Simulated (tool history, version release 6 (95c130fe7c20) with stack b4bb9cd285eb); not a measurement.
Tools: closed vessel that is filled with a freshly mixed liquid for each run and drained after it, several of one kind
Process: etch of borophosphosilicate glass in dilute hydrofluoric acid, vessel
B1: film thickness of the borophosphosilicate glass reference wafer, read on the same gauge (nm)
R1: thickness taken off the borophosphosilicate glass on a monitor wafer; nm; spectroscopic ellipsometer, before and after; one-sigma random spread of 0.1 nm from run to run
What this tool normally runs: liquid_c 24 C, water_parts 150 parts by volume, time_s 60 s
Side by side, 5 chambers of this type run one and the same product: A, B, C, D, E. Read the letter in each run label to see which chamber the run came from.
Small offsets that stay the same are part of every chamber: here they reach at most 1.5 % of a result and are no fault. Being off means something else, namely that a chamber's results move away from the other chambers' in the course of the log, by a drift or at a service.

run 1E hour=7.5 | liquid_c=24 water_parts=150 time_s=60 | B1=90.003 | R1=14.7510
run 2A hour=13.6 | liquid_c=24 water_parts=150 time_s=60 | B1=90.002 | R1=14.7230
run 3C hour=20.8 | liquid_c=24 water_parts=150 time_s=60 | B1=89.954 | R1=14.9890
run 4B hour=28.4 | liquid_c=24 water_parts=150 time_s=60 | B1=90.021 | R1=14.8750
run 5D hour=33.7 | liquid_c=24 water_parts=150 time_s=60 | B1=90.016 | R1=14.8310
run 6D hour=38.8 | liquid_c=24 water_parts=150 time_s=60 | B1=89.989 | R1=14.8860
run 7B hour=44.5 | liquid_c=24 water_parts=150 time_s=30 | B1=90.008 | R1=7.4939
run 8A hour=51.2 | liquid_c=24 water_parts=150 time_s=30 | B1=89.947 | R1=7.4149
run 9C hour=56.5 | liquid_c=24 water_parts=150 time_s=30 | B1=90.016 | R1=7.2936
run 10E hour=59.8 | liquid_c=24 water_parts=150 time_s=30 | B1=89.958 | R1=7.4949
run 11D hour=66.5 | liquid_c=24 water_parts=150 time_s=30 | B1=89.992 | R1=7.4528
run 12C hour=73.5 | liquid_c=24 water_parts=150 time_s=60 | B1=89.975 | R1=14.8830
run 13B hour=79.3 | liquid_c=24 water_parts=150 time_s=60 | B1=89.968 | R1=14.9830
run 14E hour=85.7 | liquid_c=24 water_parts=150 time_s=60 | B1=90.008 | R1=15.0100
run 15A hour=90.0 | liquid_c=24 water_parts=150 time_s=60 | B1=89.984 | R1=14.7070
run 16B hour=95.7 | liquid_c=24 water_parts=150 time_s=60 | B1=90.018 | R1=14.9100
run 17E hour=102.1 | liquid_c=24 water_parts=150 time_s=60 | B1=90.020 | R1=14.9590
run 18D hour=107.1 | liquid_c=24 water_parts=150 time_s=60 | B1=90.034 | R1=14.9530
run 19A hour=114.6 | liquid_c=24 water_parts=150 time_s=60 | B1=90.010 | R1=14.7200
run 20C hour=120.2 | liquid_c=24 water_parts=150 time_s=60 | B1=89.995 | R1=14.7360
run 21B hour=124.2 | liquid_c=24 water_parts=150 time_s=60 | B1=89.990 | R1=15.0130
run 22C hour=130.4 | liquid_c=24 water_parts=150 time_s=60 | B1=89.964 | R1=14.2990
run 23D hour=136.5 | liquid_c=24 water_parts=150 time_s=60 | B1=89.999 | R1=14.9470
run 24E hour=143.1 | liquid_c=24 water_parts=150 time_s=60 | B1=90.020 | R1=14.8760
run 25A hour=148.0 | liquid_c=24 water_parts=150 time_s=60 | B1=90.045 | R1=14.7270
run 26D hour=152.3 | liquid_c=24 water_parts=150 time_s=60 | B1=90.026 | R1=15.0020
run 27B hour=156.1 | liquid_c=24 water_parts=150 time_s=60 | B1=89.973 | R1=15.1990
run 28A hour=163.8 | liquid_c=24 water_parts=150 time_s=60 | B1=89.994 | R1=14.7070
run 29E hour=169.8 | liquid_c=24 water_parts=150 time_s=60 | B1=90.019 | R1=14.8340
run 30C hour=174.4 | liquid_c=24 water_parts=150 time_s=60 | B1=90.007 | R1=13.9930
-- hour=175.5 chamber A: hydrofluoric acid flow meter replaced
run 31C hour=182.0 | liquid_c=24 water_parts=150 time_s=60 | B1=90.014 | R1=13.7670
run 32D hour=188.3 | liquid_c=24 water_parts=150 time_s=60 | B1=89.991 | R1=14.8900
run 33A hour=192.0 | liquid_c=24 water_parts=150 time_s=60 | B1=90.034 | R1=14.7770
run 34B hour=197.8 | liquid_c=24 water_parts=150 time_s=60 | B1=90.028 | R1=14.9490

The same settings go to every chamber for the next run, one line per chamber below. Forecast the results for each:
run 35A hour=203.3 | liquid_c=24 water_parts=150 time_s=60 | R1=?
run 35B hour=203.3 | liquid_c=24 water_parts=150 time_s=60 | R1=?
run 35C hour=203.3 | liquid_c=24 water_parts=150 time_s=60 | R1=?
run 35D hour=203.3 | liquid_c=24 water_parts=150 time_s=60 | R1=?
run 35E hour=203.3 | liquid_c=24 water_parts=150 time_s=60 | R1=?

run=35A R1=14.8950
run=35B R1=14.9900
run=35C R1=13.5710
run=35D R1=15.0310
run=35E R1=15.0180

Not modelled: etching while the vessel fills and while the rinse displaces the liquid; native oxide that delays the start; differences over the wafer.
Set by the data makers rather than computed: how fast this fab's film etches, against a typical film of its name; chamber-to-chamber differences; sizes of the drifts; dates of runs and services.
